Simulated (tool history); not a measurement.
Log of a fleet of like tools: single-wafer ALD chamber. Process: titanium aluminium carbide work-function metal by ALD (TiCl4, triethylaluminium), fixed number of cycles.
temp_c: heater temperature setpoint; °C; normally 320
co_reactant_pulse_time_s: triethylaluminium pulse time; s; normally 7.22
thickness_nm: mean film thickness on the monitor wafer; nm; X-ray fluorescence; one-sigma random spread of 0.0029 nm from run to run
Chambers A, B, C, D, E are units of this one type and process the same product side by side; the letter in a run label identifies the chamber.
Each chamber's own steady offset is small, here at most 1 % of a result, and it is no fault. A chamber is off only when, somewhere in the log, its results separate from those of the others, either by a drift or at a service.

run   hour  temp_c  co_reactant_pulse_time_s  hours since the last thermocouple change  hours since the last triethylaluminium bottle change  read-back reference wafer on the same gauge, thickness_nm  thickness_nm
 1B    4.0     320                      7.22                                    1550.4                                                  40.8                                                     2.4705        2.0816
 2C    9.5     320                      7.22                                     965.1                                                1106.5                                                     2.4714        2.0692
 3A   14.7     320                      7.22                                     382.0                                                 706.7                                                     2.4706        2.0466
 4E   19.7     320                      7.22                                    1834.3                                                 767.2                                                     2.4716        2.0423
 5D   25.3     320                      7.22                                     434.5                                                 949.6                                                     2.4728        2.0589
 6E   30.0     320                      7.22                                    1844.6                                                 777.5                                                     2.4714        2.0449
 7A   34.0     320                      7.22                                     401.3                                                 726.0                                                     2.4722        2.0453
 8C   38.6     320                      7.22                                     994.2                                                1135.6                                                     2.4727        2.0705
 9D   43.5     320                      7.22                                     452.7                                                 967.8                                                     2.4735        2.0569
10B   48.7     309                      4.49                                    1595.1                                                  85.5                                                     2.4745        1.7018
11A   51.6     309                      4.49                                     418.9                                                 743.6                                                     2.4736        1.6781
12C   56.9     309                      4.49                                    1012.5                                                1153.9                                                     2.4743        1.6929
13E   60.5     309                      4.49                                    1875.1                                                 808.0                                                     2.4744        1.6739
14B   64.7     309                      4.49                                    1611.1                                                 101.5                                                     2.4746        1.7064
15D   67.4     320                      7.22                                     476.6                                                 991.7                                                     2.4741        2.0546
16C   72.9     320                      7.22                                    1028.5                                                1169.9                                                     2.4760        2.0770
17B   78.0     320                      7.22                                    1624.4                                                 114.8                                                     2.4767        2.0817
18E   82.8     320                      7.22                                    1897.4                                                 830.3                                                     2.4762        2.0433
19D   85.4     320                      7.22                                     494.6                                                1009.7                                                     2.4773        2.0658
20A   88.0     320                      7.22                                     455.3                                                 780.0                                                     2.4768        2.0487
21E   92.1     320                      7.22                                    1906.7                                                 839.6                                                     2.4772        2.0441
22D   96.7     320                      7.22                                     505.9                                                1021.0                                                     2.4775        2.0621
23B  100.7     320                      7.22                                    1647.1                                                 137.5                                                     2.4778        2.0874
24A  105.5     320                      9.26                                     472.8                                                 797.5                                                     2.4780        2.1487
25C  109.3     320                      9.26                                    1064.9                                                1206.3                                                     2.4779        2.1713
26B  112.0     320                      9.26                                    1658.4                                                 148.8                                                     2.4793        2.1831
27E  115.8     320                      9.26                                    1930.4                                                 863.3                                                     2.4780        2.1375
28C  119.3     320                      9.26                                    1074.9                                                1216.3                                                     2.4785        2.1729
29A  124.2     320                      7.22                                     491.5                                                 816.2                                                     2.4784        2.0542
30D  129.5     320                      7.22                                     538.7                                                1053.8                                                     2.4796        2.0645
31B  133.2     320                      7.22                                    1679.6                                                 170.0                                                     2.4790        2.0832
32E  136.1     320                      7.22                                    1950.7                                                 883.6                                                     2.4798        2.0505
33A  140.1     320                      7.22                                     507.4                                                 832.1                                                     2.4810        2.0556
34C  145.0     320                      7.22                                    1100.6                                                1242.0                                                     2.4797        2.0808
35D  148.6     320                      7.22                                     557.8                                                1072.9                                                     2.4814        2.0670
36A  152.1     320                      7.22                                     519.4                                                 844.1                                                     2.4817        2.0560
37E  156.1     320                      8.10                                    1970.7                                                 903.6                                                     2.4819        2.1041
38D  160.3     320                      8.10                                     569.5                                                1084.6                                                     2.4826        2.1138
39C  165.5     320                      8.10                                    1121.1                                                1262.5                                                     2.4832        2.1275
40B  168.2     320                      8.10                                    1714.6                                                 205.0                                                     2.4821        2.1439
41C  171.6     320                      8.10                                    1127.2                                                1268.6                                                     2.4827        2.1289
42D  175.9     320                      7.22                                     585.1                                                1100.2                                                     2.4845        2.0649
43A  178.9     329                      8.18                                     546.2                                                 870.9                                                     2.4836        2.1907
44B  182.2     329                      8.18                                    1728.6                                                 219.0                                                     2.4827        2.2263

Decide between three cases: one chamber stands off from its peers, the gauge reading all wafers drifts, or nothing is wrong past each chamber's small offset. Where a chamber is off, say which and what most likely put it there.

The gauge drifts, so all chambers seem to drift together. No chamber is off.
What lies behind it: gauge reads high (%) = 0.572.
